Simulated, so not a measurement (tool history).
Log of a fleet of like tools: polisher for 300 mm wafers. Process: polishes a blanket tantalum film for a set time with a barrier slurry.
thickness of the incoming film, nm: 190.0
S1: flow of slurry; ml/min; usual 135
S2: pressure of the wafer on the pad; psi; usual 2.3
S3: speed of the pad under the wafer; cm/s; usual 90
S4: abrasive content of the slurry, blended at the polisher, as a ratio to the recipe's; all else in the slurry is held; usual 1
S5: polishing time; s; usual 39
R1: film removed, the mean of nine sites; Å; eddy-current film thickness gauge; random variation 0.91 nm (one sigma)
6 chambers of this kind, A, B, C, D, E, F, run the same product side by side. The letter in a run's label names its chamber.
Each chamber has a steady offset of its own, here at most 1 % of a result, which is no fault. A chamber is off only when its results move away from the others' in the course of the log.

run,hour,S1,S2,S3,S4,S5,R1
# hour 2: chamber B: slurry blender recalibrated
# hour 4.9: chamber B: slurry nozzle cleaned
1A,15.5,135,2.3,90,1,39,777.7
# hour 18.9: chamber C: worn pad replaced by a new one
2C,26.7,135,2.3,90,1,39,799.02
# hour 30.6: chamber C: slurry blender recalibrated
# hour 37.6: chamber E: slurry blender recalibrated
# hour 38.1: chamber A: worn pad replaced by a new one
3B,41.9,135,2.3,90,1,39,792.88
# hour 48: chamber F: worn pad replaced by a new one
4E,49.5,135,2.3,90,1,39,801.72
# hour 53.8: chamber D: worn pad replaced by a new one
5F,56.3,135,2.3,90,1,39,815.14
6D,65.2,135,2.3,90,1,39,786.21
7E,75.2,135,2.3,90,1,39,811.27
# hour 81.7: chamber B: worn pad replaced by a new one
8A,85.6,135,2.3,90,1,39,799.21
# hour 92.4: chamber E: worn pad replaced by a new one
9B,99,135,2.3,90,1,39,799.44
# hour 107.6: chamber C: slurry nozzle cleaned
10F,109.8,135,2.3,90,1,39,800.74
# hour 123.2: chamber C: worn pad replaced by a new one
11D,125.3,135,2.3,90,1,39,809.32
12C,132.7,135,2.3,90,1,39,800.82
# hour 140.2: chamber A: worn pad replaced by a new one
# hour 140.9: chamber F: slurry blender recalibrated
13B,145.3,135,2.3,90,1,39,805.38
# hour 148.4: chamber F: worn pad replaced by a new one
# hour 150.4: chamber D: worn pad replaced by a new one
14A,157.2,135,2.3,90,1,39,796.93
15E,166.7,135,2.3,90,1,39,809.13
16D,178,135,2.3,90,1,39,785.18
# hour 181.8: chamber C: head pressure recalibrated
# hour 188.3: chamber B: worn pad replaced by a new one
17C,190.5,135,2.3,90,1,39,788.87
18F,197.4,135,2.3,90,1,39,802.76
# hour 202.3: chamber E: worn pad replaced by a new one
# hour 202.3: chamber D: slurry blender recalibrated
19F,204.1,135,2.3,90,1,39,798.63
20B,218.1,135,2.3,90,1,39,817.49
21C,232.6,135,2.3,90,1,39,802.56
# hour 233: chamber C: worn pad replaced by a new one
# hour 236.8: chamber B: slurry nozzle cleaned
# hour 238.4: chamber A: worn pad replaced by a new one
# hour 244.6: chamber A: slurry nozzle cleaned
22E,245.6,135,2.3,90,1,39,794.76
# hour 249.7: chamber A: slurry blender recalibrated
23D,254.6,135,2.3,90,1,39,799.1
# hour 256.3: chamber D: worn pad replaced by a new one
# hour 263.8: chamber F: worn pad replaced by a new one
24A,267.5,135,2.3,90,1,39,778.47
25D,283,135,2.3,90,1,39,787.94
# hour 287: chamber B: head pressure recalibrated
# hour 292.9: chamber B: worn pad replaced by a new one
26B,297.2,135,2.3,90,1,39,796.73
# hour 302: chamber E: worn pad replaced by a new one
27F,307.2,95,2.3,90,1,39,756.36
28A,319,95,2.3,90,1,39,744.07
# hour 331.4: chamber A: worn pad replaced by a new one
29C,331.8,95,2.3,90,1,39,749.75
# hour 340.4: chamber B: slurry blender recalibrated
30E,344,95,2.3,90,1,39,689.51
# hour 345.9: chamber E: slurry blender recalibrated
# hour 346: chamber C: worn pad replaced by a new one
# hour 353.2: chamber D: worn pad replaced by a new one
31F,353.3,95,2.3,90,1,39,753.12
32E,360.7,95,2.3,90,1,39,698.05
# hour 365.4: chamber F: worn pad replaced by a new one
# hour 369.5: chamber E: head pressure recalibrated
33C,372.8,135,2.3,90,1.25,39,863.39
34D,383.1,135,2.3,90,1.25,39,834.06
# hour 390.8: chamber D: slurry blender recalibrated
# hour 391.1: chamber E: worn pad replaced by a new one
35B,393.3,135,2.3,90,1.25,39,843.67
# hour 395.2: chamber C: slurry blender recalibrated
# hour 399.9: chamber C: slurry nozzle cleaned
# hour 402.6: chamber B: worn pad replaced by a new one
36A,408.6,135,2.3,90,1.25,39,864.3
37F,420,135,2.3,90,1.25,39,859.52
38A,431.3,135,2.3,90,1.25,39,826.73
39B,442.2,135,2.3,90,1,39,793.06
# hour 450.8: chamber C: worn pad replaced by a new one
40C,457.1,135,2.3,90,1,39,815.49
# hour 461.3: chamber D: worn pad replaced by a new one
41D,469.4,100,2.3,90,1,39,734.5
# hour 476.8: chamber E: worn pad replaced by a new one
42E,484.9,100,2.3,90,1,39,654.64
43D,491.9,100,2.3,90,1,39,736.25

Next, every chamber runs the same settings. What will each give?
44A,503,135,2.3,90,1,39,?
44B,503,135,2.3,90,1,39,?
44C,503,135,2.3,90,1,39,?
44D,503,135,2.3,90,1,39,?
44E,503,135,2.3,90,1,39,?
44F,503,135,2.3,90,1,39,?

run,R1
44A,791.61
44B,799.42
44C,806.59
44D,773.37
44E,722.96
44F,791.41
